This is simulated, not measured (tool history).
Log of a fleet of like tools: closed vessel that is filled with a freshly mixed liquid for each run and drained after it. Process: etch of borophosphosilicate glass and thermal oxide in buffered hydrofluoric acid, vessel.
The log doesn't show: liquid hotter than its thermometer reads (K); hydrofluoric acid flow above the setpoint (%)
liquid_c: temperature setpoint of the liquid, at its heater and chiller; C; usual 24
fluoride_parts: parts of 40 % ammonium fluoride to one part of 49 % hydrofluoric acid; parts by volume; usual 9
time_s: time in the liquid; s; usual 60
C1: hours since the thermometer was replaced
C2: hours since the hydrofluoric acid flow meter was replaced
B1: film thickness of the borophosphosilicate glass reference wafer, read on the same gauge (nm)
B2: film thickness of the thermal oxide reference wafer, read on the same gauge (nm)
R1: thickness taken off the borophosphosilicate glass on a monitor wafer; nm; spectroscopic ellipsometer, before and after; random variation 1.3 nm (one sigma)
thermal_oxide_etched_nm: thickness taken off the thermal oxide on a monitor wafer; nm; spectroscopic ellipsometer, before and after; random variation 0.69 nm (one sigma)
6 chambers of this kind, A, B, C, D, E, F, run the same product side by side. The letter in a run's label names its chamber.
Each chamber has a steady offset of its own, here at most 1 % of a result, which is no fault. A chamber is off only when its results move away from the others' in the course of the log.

{"run": "1A", "hour": 13.9, "liquid_c": 24, "fluoride_parts": 9, "time_s": 60, "C1": 717.4, "C2": 804.6, "B1": 80.066, "B2": 150, "R1": 172.28, "thermal_oxide_etched_nm": 75.916}
{"run": "2F", "hour": 22.0, "liquid_c": 24, "fluoride_parts": 9, "time_s": 60, "C1": 1726.1, "C2": 1435.4, "B1": 79.97, "B2": 150, "R1": 171.68, "thermal_oxide_etched_nm": 72.106}
{"run": "3D", "hour": 33.3, "liquid_c": 24, "fluoride_parts": 9, "time_s": 60, "C1": 1243.7, "C2": 121.8, "B1": 79.971, "B2": 150, "R1": 168.82, "thermal_oxide_etched_nm": 74.245}
{"hour": 41.3, "done": "chamber C: thermometer replaced"}
{"run": "4C", "hour": 42.8, "liquid_c": 24, "fluoride_parts": 9, "time_s": 60, "C1": 1.5, "C2": 737.6, "B1": 79.96, "B2": 150, "R1": 172.98, "thermal_oxide_etched_nm": 73.033}
{"run": "5B", "hour": 57.1, "liquid_c": 24, "fluoride_parts": 9, "time_s": 60, "C1": 2284.6, "C2": 2133.3, "B1": 79.995, "B2": 149.98, "R1": 169.32, "thermal_oxide_etched_nm": 74.555}
{"run": "6E", "hour": 67.5, "liquid_c": 24, "fluoride_parts": 9, "time_s": 60, "C1": 554.7, "C2": 1637.9, "B1": 80.048, "B2": 150.01, "R1": 172.4, "thermal_oxide_etched_nm": 74.267}
{"run": "7D", "hour": 80.7, "liquid_c": 24, "fluoride_parts": 7.5, "time_s": 40, "C1": 1291.1, "C2": 169.2, "B1": 79.997, "B2": 150, "R1": 136.81, "thermal_oxide_etched_nm": 59.021}
{"run": "8E", "hour": 88.2, "liquid_c": 24, "fluoride_parts": 7.5, "time_s": 40, "C1": 575.4, "C2": 1658.6, "B1": 79.974, "B2": 150, "R1": 140.73, "thermal_oxide_etched_nm": 61.006}
{"run": "9A", "hour": 100.4, "liquid_c": 24, "fluoride_parts": 7.5, "time_s": 40, "C1": 803.9, "C2": 891.1, "B1": 80.036, "B2": 149.99, "R1": 140.03, "thermal_oxide_etched_nm": 60.514}
{"run": "10F", "hour": 109.7, "liquid_c": 24, "fluoride_parts": 7.5, "time_s": 40, "C1": 1813.8, "C2": 1523.1, "B1": 79.998, "B2": 150.02, "R1": 141.6, "thermal_oxide_etched_nm": 60.454}
{"run": "11C", "hour": 116.7, "liquid_c": 24, "fluoride_parts": 7.5, "time_s": 40, "C1": 75.4, "C2": 811.5, "B1": 80.008, "B2": 150, "R1": 140.49, "thermal_oxide_etched_nm": 59.478}
{"hour": 124.5, "done": "chamber B: hydrofluoric acid flow meter replaced"}
{"run": "12B", "hour": 128.9, "liquid_c": 24, "fluoride_parts": 7.5, "time_s": 40, "C1": 2356.4, "C2": 4.5, "B1": 79.933, "B2": 149.99, "R1": 141.1, "thermal_oxide_etched_nm": 60.246}
{"run": "13C", "hour": 143.8, "liquid_c": 24, "fluoride_parts": 9, "time_s": 60, "C1": 102.5, "C2": 838.6, "B1": 79.977, "B2": 150, "R1": 171.65, "thermal_oxide_etched_nm": 74.336}
{"hour": 153.1, "done": "chamber E: thermometer replaced"}
{"run": "14F", "hour": 158.3, "liquid_c": 24, "fluoride_parts": 9, "time_s": 60, "C1": 1862.4, "C2": 1571.7, "B1": 80.031, "B2": 150.01, "R1": 173.08, "thermal_oxide_etched_nm": 73.698}
{"run": "15B", "hour": 166.9, "liquid_c": 24, "fluoride_parts": 9, "time_s": 60, "C1": 2394.4, "C2": 42.5, "B1": 79.992, "B2": 149.98, "R1": 171.28, "thermal_oxide_etched_nm": 75.691}
{"run": "16A", "hour": 176.7, "liquid_c": 24, "fluoride_parts": 9, "time_s": 60, "C1": 880.2, "C2": 967.4, "B1": 79.981, "B2": 150.01, "R1": 170.11, "thermal_oxide_etched_nm": 73.961}
{"run": "17E", "hour": 186.8, "liquid_c": 24, "fluoride_parts": 9, "time_s": 60, "C1": 33.8, "C2": 1757.2, "B1": 79.989, "B2": 150, "R1": 168.77, "thermal_oxide_etched_nm": 74.158}
{"run": "18D", "hour": 200.1, "liquid_c": 24, "fluoride_parts": 9, "time_s": 60, "C1": 1410.5, "C2": 288.6, "B1": 79.977, "B2": 150.01, "R1": 169.06, "thermal_oxide_etched_nm": 73.334}
{"run": "19D", "hour": 209.9, "liquid_c": 24, "fluoride_parts": 9, "time_s": 60, "C1": 1420.3, "C2": 298.4, "B1": 80.005, "B2": 149.99, "R1": 170.63, "thermal_oxide_etched_nm": 74.93}
{"run": "20F", "hour": 216.6, "liquid_c": 24, "fluoride_parts": 12, "time_s": 60, "C1": 1920.7, "C2": 1630, "B1": 80.017, "B2": 150, "R1": 132.45, "thermal_oxide_etched_nm": 57.286}
{"run": "21B", "hour": 230.5, "liquid_c": 24, "fluoride_parts": 12, "time_s": 60, "C1": 2458, "C2": 106.1, "B1": 80.03, "B2": 150, "R1": 131.84, "thermal_oxide_etched_nm": 58.262}
{"run": "22C", "hour": 238.5, "liquid_c": 24, "fluoride_parts": 12, "time_s": 60, "C1": 197.2, "C2": 933.3, "B1": 80.014, "B2": 150, "R1": 134.67, "thermal_oxide_etched_nm": 57.809}
{"hour": 241.7, "done": "chamber B: thermometer replaced"}
{"run": "23E", "hour": 251.8, "liquid_c": 24, "fluoride_parts": 12, "time_s": 60, "C1": 98.8, "C2": 1822.2, "B1": 80.014, "B2": 149.99, "R1": 132.87, "thermal_oxide_etched_nm": 58.026}
{"run": "24A", "hour": 262.9, "liquid_c": 24, "fluoride_parts": 12, "time_s": 60, "C1": 966.4, "C2": 1053.6, "B1": 79.985, "B2": 149.99, "R1": 134.83, "thermal_oxide_etched_nm": 58.46}
{"hour": 270.5, "done": "chamber A: thermometer replaced"}
{"run": "25F", "hour": 277.1, "liquid_c": 24, "fluoride_parts": 12, "time_s": 60, "C1": 1981.2, "C2": 1690.5, "B1": 79.982, "B2": 150, "R1": 133.45, "thermal_oxide_etched_nm": 57.61}
{"run": "26D", "hour": 289.9, "liquid_c": 24, "fluoride_parts": 9, "time_s": 60, "C1": 1500.3, "C2": 378.4, "B1": 80.007, "B2": 150, "R1": 170.76, "thermal_oxide_etched_nm": 73.724}
{"run": "27A", "hour": 300.9, "liquid_c": 24, "fluoride_parts": 11.5, "time_s": 45, "C1": 30.4, "C2": 1091.6, "B1": 80, "B2": 150, "R1": 105.3, "thermal_oxide_etched_nm": 45.89}
{"run": "28E", "hour": 308.3, "liquid_c": 24, "fluoride_parts": 11.5, "time_s": 45, "C1": 155.3, "C2": 1878.7, "B1": 80.074, "B2": 150.01, "R1": 104.7, "thermal_oxide_etched_nm": 45.397}
{"run": "29B", "hour": 315.6, "liquid_c": 24, "fluoride_parts": 11.5, "time_s": 45, "C1": 73.9, "C2": 191.2, "B1": 79.984, "B2": 150, "R1": 103.9, "thermal_oxide_etched_nm": 45.188}
{"run": "30C", "hour": 324.2, "liquid_c": 24, "fluoride_parts": 11.5, "time_s": 45, "C1": 282.9, "C2": 1019, "B1": 79.968, "B2": 149.99, "R1": 105.82, "thermal_oxide_etched_nm": 46.119}
{"run": "31D", "hour": 332.4, "liquid_c": 24, "fluoride_parts": 11.5, "time_s": 45, "C1": 1542.8, "C2": 420.9, "B1": 80.002, "B2": 150, "R1": 104.82, "thermal_oxide_etched_nm": 44.729}
{"hour": 343.3, "done": "chamber A: hydrofluoric acid flow meter replaced"}
{"run": "32A", "hour": 347.2, "liquid_c": 24, "fluoride_parts": 11.5, "time_s": 45, "C1": 76.7, "C2": 3.9, "B1": 80.029, "B2": 150, "R1": 105.56, "thermal_oxide_etched_nm": 45.672}
{"run": "33F", "hour": 360.8, "liquid_c": 24, "fluoride_parts": 9, "time_s": 60, "C1": 2064.9, "C2": 1774.2, "B1": 80.017, "B2": 150.01, "R1": 170.58, "thermal_oxide_etched_nm": 72.97}
{"run": "34C", "hour": 372.2, "liquid_c": 24, "fluoride_parts": 9, "time_s": 60, "C1": 330.9, "C2": 1067, "B1": 80.006, "B2": 149.99, "R1": 170.05, "thermal_oxide_etched_nm": 74.527}
{"run": "35E", "hour": 386.7, "liquid_c": 24, "fluoride_parts": 9, "time_s": 60, "C1": 233.7, "C2": 1957.1, "B1": 79.99, "B2": 149.98, "R1": 170.46, "thermal_oxide_etched_nm": 75.198}
{"run": "36B", "hour": 400.7, "liquid_c": 24, "fluoride_parts": 6, "time_s": 90, "C1": 159, "C2": 276.3, "B1": 79.986, "B2": 150, "R1": 389.42, "thermal_oxide_etched_nm": 165.65}
{"run": "37B", "hour": 410.4, "liquid_c": 24, "fluoride_parts": 6, "time_s": 90, "C1": 168.7, "C2": 286, "B1": 80.024, "B2": 150, "R1": 387.27, "thermal_oxide_etched_nm": 167.71}
{"run": "38F", "hour": 421.6, "liquid_c": 24, "fluoride_parts": 6, "time_s": 90, "C1": 2125.7, "C2": 1835, "B1": 79.985, "B2": 149.99, "R1": 388.08, "thermal_oxide_etched_nm": 164.82}
{"run": "39A", "hour": 429.8, "liquid_c": 24, "fluoride_parts": 6, "time_s": 90, "C1": 159.3, "C2": 86.5, "B1": 79.996, "B2": 150, "R1": 386.8, "thermal_oxide_etched_nm": 163.13}
{"run": "40D", "hour": 439.0, "liquid_c": 24, "fluoride_parts": 6, "time_s": 90, "C1": 1649.4, "C2": 527.5, "B1": 79.996, "B2": 150.01, "R1": 380.19, "thermal_oxide_etched_nm": 164.34}
{"run": "41E", "hour": 448.3, "liquid_c": 24, "fluoride_parts": 6, "time_s": 90, "C1": 295.3, "C2": 2018.7, "B1": 79.992, "B2": 149.99, "R1": 382.77, "thermal_oxide_etched_nm": 166.44}
{"run": "42C", "hour": 462.1, "liquid_c": 28, "fluoride_parts": 9, "time_s": 75, "C1": 420.8, "C2": 1156.9, "B1": 80.004, "B2": 150, "R1": 267.67, "thermal_oxide_etched_nm": 116.12}
{"run": "43A", "hour": 472.2, "liquid_c": 28, "fluoride_parts": 9, "time_s": 75, "C1": 201.7, "C2": 128.9, "B1": 79.969, "B2": 149.99, "R1": 265.63, "thermal_oxide_etched_nm": 114.57}
{"run": "44C", "hour": 486.3, "liquid_c": 28, "fluoride_parts": 9, "time_s": 75, "C1": 445, "C2": 1181.1, "B1": 79.96, "B2": 149.98, "R1": 267.58, "thermal_oxide_etched_nm": 115.06}

What goes on in this fleet: one chamber off, a drifting gauge, or nothing beyond the chambers' own small offsets? Name the chamber and the cause, if any.

No chamber stands off beyond its own small offset, and the gauge holds steady.
